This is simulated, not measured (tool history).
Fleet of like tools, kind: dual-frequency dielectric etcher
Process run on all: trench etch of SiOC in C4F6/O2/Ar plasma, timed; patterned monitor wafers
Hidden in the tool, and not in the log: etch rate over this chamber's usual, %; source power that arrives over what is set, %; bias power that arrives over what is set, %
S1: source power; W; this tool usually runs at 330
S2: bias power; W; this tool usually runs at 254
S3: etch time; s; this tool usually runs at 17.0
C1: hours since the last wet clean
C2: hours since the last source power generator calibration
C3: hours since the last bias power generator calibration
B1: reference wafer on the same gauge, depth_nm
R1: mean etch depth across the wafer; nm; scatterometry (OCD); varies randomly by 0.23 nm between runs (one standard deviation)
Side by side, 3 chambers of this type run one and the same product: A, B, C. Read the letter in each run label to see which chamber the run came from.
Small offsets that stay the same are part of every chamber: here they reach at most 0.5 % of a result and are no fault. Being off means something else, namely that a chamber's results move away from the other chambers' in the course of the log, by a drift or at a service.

run   hour   S1   S2    S3     C1      C2      C3      B1      R1
 1A    7.1  330  254  17.0  320.9  1639.4   384.3  35.927  36.623
 2B   11.2  330  254  17.0  100.3  1678.2  1242.6  35.895  36.732
 3C   18.7  330  254  17.0  369.9  3790.2   682.7  35.889  36.271
 4C   25.9  330  254  17.0  377.1  3797.4   689.9  35.857  36.546
 5B   32.0  330  254  17.0  121.1  1699.0  1263.4  35.861  37.004
 6A   37.5  330  254  17.0  351.3  1669.8   414.7  35.916  37.233
 7A   43.0  330  254  17.0  356.8  1675.3   420.2  35.862  37.089
 8B   50.1  330  254  17.0  139.2  1717.1  1281.5  35.960  36.980
      55.8  -- chamber B: bias power generator calibrated
 9C   56.9  330  254  17.0  408.1  3828.4   720.9  35.915  36.942
10C   62.1  330  254  17.0  413.3  3833.6   726.1  35.927  36.638
11B   65.9  330  254  17.0  155.0  1732.9    10.1  35.887  36.836
12A   69.7  330  254  17.0  383.5  1702.0   446.9  35.924  36.688
13A   74.2  330  254  17.0  388.0  1706.5   451.4  35.933  37.115
14C   80.4  330  254  17.0  431.6  3851.9   744.4  35.862  36.823
      86.4  -- chamber C: wet clean of the chamber
15B   86.5  330  254  17.0  175.6  1753.5    30.7  35.869  37.522
16A   93.1  330  254  17.0  406.9  1725.4   470.3  35.878  37.010
17B   96.8  330  254  17.0  185.9  1763.8    41.0  35.856  37.837
18C  100.8  330  207  14.5   14.5  3872.3   764.8  35.889  29.233
19A  106.1  330  207  14.5  419.9  1738.4   483.3  35.943  28.996
20B  111.0  330  207  14.5  200.1  1778.0    55.2  35.896  30.312
21C  117.0  330  254  17.0   30.7  3888.5   781.0  35.866  36.677
22B  124.4  330  286  17.0  213.5  1791.4    68.6  35.903  39.798
23A  131.0  330  286  17.0  444.8  1763.3   508.2  35.895  38.560

The same settings go to every chamber for the next run, one line per chamber below. Forecast the results for each:
24A  136.4  330  254  17.0                   ?
24B  136.4  330  254  17.0                   ?
24C  136.4  330  254  17.0                   ?

run      R1
24A  36.754
24B  38.022
24C  36.839
